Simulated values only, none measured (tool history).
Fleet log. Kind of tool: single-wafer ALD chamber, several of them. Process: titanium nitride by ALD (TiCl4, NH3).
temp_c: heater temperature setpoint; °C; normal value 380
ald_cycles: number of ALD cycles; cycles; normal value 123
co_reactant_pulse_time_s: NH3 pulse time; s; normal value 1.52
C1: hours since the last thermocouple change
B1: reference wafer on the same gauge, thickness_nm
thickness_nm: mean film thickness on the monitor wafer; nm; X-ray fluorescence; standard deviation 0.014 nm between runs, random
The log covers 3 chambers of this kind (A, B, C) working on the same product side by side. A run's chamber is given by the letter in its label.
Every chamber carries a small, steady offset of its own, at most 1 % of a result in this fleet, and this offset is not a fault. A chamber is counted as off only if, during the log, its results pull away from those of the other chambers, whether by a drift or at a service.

run 1C hour=2.4 | temp_c=380 ald_cycles=123 co_reactant_pulse_time_s=1.52 | C1=77.8 | B1=2.7187 | thickness_nm=2.6458
run 2A hour=4.7 | temp_c=380 ald_cycles=123 co_reactant_pulse_time_s=1.52 | C1=1720.3 | B1=2.7194 | thickness_nm=2.6439
run 3B hour=7.1 | temp_c=380 ald_cycles=123 co_reactant_pulse_time_s=1.52 | C1=470.4 | B1=2.7179 | thickness_nm=2.6388
run 4C hour=10.1 | temp_c=380 ald_cycles=123 co_reactant_pulse_time_s=1.52 | C1=85.5 | B1=2.7219 | thickness_nm=2.5852
run 5A hour=13.6 | temp_c=380 ald_cycles=123 co_reactant_pulse_time_s=1.52 | C1=1729.2 | B1=2.7193 | thickness_nm=2.6197
run 6B hour=16.3 | temp_c=380 ald_cycles=123 co_reactant_pulse_time_s=1.52 | C1=479.6 | B1=2.7189 | thickness_nm=2.6692
run 7A hour=21 | temp_c=380 ald_cycles=123 co_reactant_pulse_time_s=1.11 | C1=1736.6 | B1=2.7186 | thickness_nm=2.5756
run 8B hour=23.9 | temp_c=380 ald_cycles=123 co_reactant_pulse_time_s=1.11 | C1=487.2 | B1=2.7216 | thickness_nm=2.5942
run 9C hour=26.4 | temp_c=380 ald_cycles=123 co_reactant_pulse_time_s=1.11 | C1=101.8 | B1=2.7209 | thickness_nm=2.5542
run 10B hour=29.6 | temp_c=371 ald_cycles=141 co_reactant_pulse_time_s=1.52 | C1=492.9 | B1=2.7219 | thickness_nm=2.9878
run 11A hour=33.4 | temp_c=371 ald_cycles=141 co_reactant_pulse_time_s=1.52 | C1=1749 | B1=2.7218 | thickness_nm=2.9711
run 12C hour=37.5 | temp_c=371 ald_cycles=141 co_reactant_pulse_time_s=1.52 | C1=112.9 | B1=2.7209 | thickness_nm=2.9327
run 13C hour=41 | temp_c=380 ald_cycles=123 co_reactant_pulse_time_s=1.52 | C1=116.4 | B1=2.7229 | thickness_nm=2.618
run 14A hour=43.2 | temp_c=386 ald_cycles=123 co_reactant_pulse_time_s=1.74 | C1=1758.8 | B1=2.7181 | thickness_nm=2.6813
run 15B hour=47.6 | temp_c=386 ald_cycles=123 co_reactant_pulse_time_s=1.74 | C1=510.9 | B1=2.7144 | thickness_nm=2.6703
run 16A hour=50.1 | temp_c=386 ald_cycles=123 co_reactant_pulse_time_s=1.74 | C1=1765.7 | B1=2.7211 | thickness_nm=2.6675
run 17B hour=54.2 | temp_c=380 ald_cycles=123 co_reactant_pulse_time_s=1.52 | C1=517.5 | B1=2.7205 | thickness_nm=2.623
run 18C hour=58.3 | temp_c=380 ald_cycles=123 co_reactant_pulse_time_s=1.52 | C1=133.7 | B1=2.7189 | thickness_nm=2.6215
run 19B hour=63 | temp_c=380 ald_cycles=123 co_reactant_pulse_time_s=1.52 | C1=526.3 | B1=2.7165 | thickness_nm=2.6456
run 20A hour=65.3 | temp_c=380 ald_cycles=123 co_reactant_pulse_time_s=1.52 | C1=1780.9 | B1=2.7204 | thickness_nm=2.6279
run 21C hour=68.9 | temp_c=380 ald_cycles=123 co_reactant_pulse_time_s=1.52 | C1=144.3 | B1=2.7186 | thickness_nm=2.6202
run 22A hour=71.3 | temp_c=380 ald_cycles=123 co_reactant_pulse_time_s=1.52 | C1=1786.9 | B1=2.7187 | thickness_nm=2.6204
run 23B hour=75 | temp_c=380 ald_cycles=123 co_reactant_pulse_time_s=1.52 | C1=538.3 | B1=2.7193 | thickness_nm=2.6517
run 24C hour=79.8 | temp_c=380 ald_cycles=123 co_reactant_pulse_time_s=1.52 | C1=155.2 | B1=2.7196 | thickness_nm=2.6042
run 25A hour=83 | temp_c=380 ald_cycles=123 co_reactant_pulse_time_s=1.52 | C1=1798.6 | B1=2.7182 | thickness_nm=2.619
run 26B hour=86.3 | temp_c=380 ald_cycles=123 co_reactant_pulse_time_s=1.52 | C1=549.6 | B1=2.72 | thickness_nm=2.6314
run 27C hour=90.9 | temp_c=380 ald_cycles=123 co_reactant_pulse_time_s=1.52 | C1=166.3 | B1=2.7248 | thickness_nm=2.6165
run 28A hour=94.8 | temp_c=380 ald_cycles=123 co_reactant_pulse_time_s=1.52 | C1=1810.4 | B1=2.7203 | thickness_nm=2.6397
run 29C hour=97.2 | temp_c=380 ald_cycles=123 co_reactant_pulse_time_s=1.52 | C1=172.6 | B1=2.7214 | thickness_nm=2.6131
run 30B hour=101.6 | temp_c=380 ald_cycles=123 co_reactant_pulse_time_s=1.52 | C1=564.9 | B1=2.7185 | thickness_nm=2.6269
run 31B hour=104.6 | temp_c=380 ald_cycles=123 co_reactant_pulse_time_s=1.52 | C1=567.9 | B1=2.7214 | thickness_nm=2.6385
run 32C hour=107.4 | temp_c=380 ald_cycles=139 co_reactant_pulse_time_s=1.13 | C1=182.8 | B1=2.7205 | thickness_nm=2.9032
run 33A hour=109.9 | temp_c=380 ald_cycles=139 co_reactant_pulse_time_s=1.13 | C1=1825.5 | B1=2.7197 | thickness_nm=2.8805

Read the log: is a single chamber off, either drifting away or since a service, is the gauge that measures every chamber drifting, or is nothing wrong beyond small per-chamber offsets? Name any odd chamber and what most likely caused it.

Beyond each chamber's small constant offset nothing stands out, and the gauge stays steady.
